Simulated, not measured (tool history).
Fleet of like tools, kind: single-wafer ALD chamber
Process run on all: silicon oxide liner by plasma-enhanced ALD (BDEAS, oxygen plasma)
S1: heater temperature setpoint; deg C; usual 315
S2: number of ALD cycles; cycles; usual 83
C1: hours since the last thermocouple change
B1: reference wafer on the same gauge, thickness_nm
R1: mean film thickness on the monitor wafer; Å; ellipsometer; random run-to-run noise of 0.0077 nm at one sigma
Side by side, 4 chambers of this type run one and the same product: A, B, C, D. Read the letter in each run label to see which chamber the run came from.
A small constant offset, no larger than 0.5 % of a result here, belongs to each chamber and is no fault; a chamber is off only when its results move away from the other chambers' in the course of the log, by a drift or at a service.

run   hour   S1  S2      C1      B1      R1
 1A    3.5  315  83  1452.7  6.9706  75.452
 2D    9.1  315  83  2745.6  6.9718  75.529
 3B   14.1  315  83    39.7  6.9740  75.474
 4C   21.0  315  83  1767.2  6.9754  75.545
 5B   25.0  315  83    50.6  6.9750  75.588
 6A   29.5  315  83  1478.7  6.9775  75.489
 7C   34.0  306  83  1780.2  6.9770  76.544
 8D   38.5  306  83  2775.0  6.9788  76.604
 9A   43.7  306  83  1492.9  6.9789  76.557
10C   48.5  306  83  1794.7  6.9787  76.577
11B   55.1  315  83    80.7  6.9807  75.584
12D   58.4  315  83  2794.9  6.9808  75.821
      62.9  -- chamber D: thermocouple changed; heater temperature recalibrated
13C   64.0  315  83  1810.2  6.9819  75.580
14B   69.2  329  83    94.8  6.9836  74.102
15A   73.5  329  83  1522.7  6.9845  74.242
16D   79.5  329  83    16.6  6.9850  74.052
17C   86.8  329  83  1833.0  6.9883  74.120
18A   94.0  315  91  1543.2  6.9893  82.912
19D   97.6  315  91    34.7  6.9909  82.958
20B  103.5  315  91   129.1  6.9905  82.950
21A  108.5  315  91  1557.7  6.9942  83.020
22D  113.8  315  83    50.9  6.9925  75.673
23B  121.3  315  83   146.9  6.9958  75.718
24C  125.6  315  83  1871.8  6.9946  75.785
25C  132.2  315  83  1878.4  6.9977  75.842
26A  135.8  315  83  1585.0  6.9979  75.901

Does one chamber stand apart from the rest, does the shared gauge drift, or is all well apart from small per-chamber offsets? Give the chamber and the most likely cause, where there is one.

It is the gauge, not a chamber: its drift shows up in every chamber's results at once, and no chamber is off.
Likeliest cause: gauge reads high (%) = 0.426.

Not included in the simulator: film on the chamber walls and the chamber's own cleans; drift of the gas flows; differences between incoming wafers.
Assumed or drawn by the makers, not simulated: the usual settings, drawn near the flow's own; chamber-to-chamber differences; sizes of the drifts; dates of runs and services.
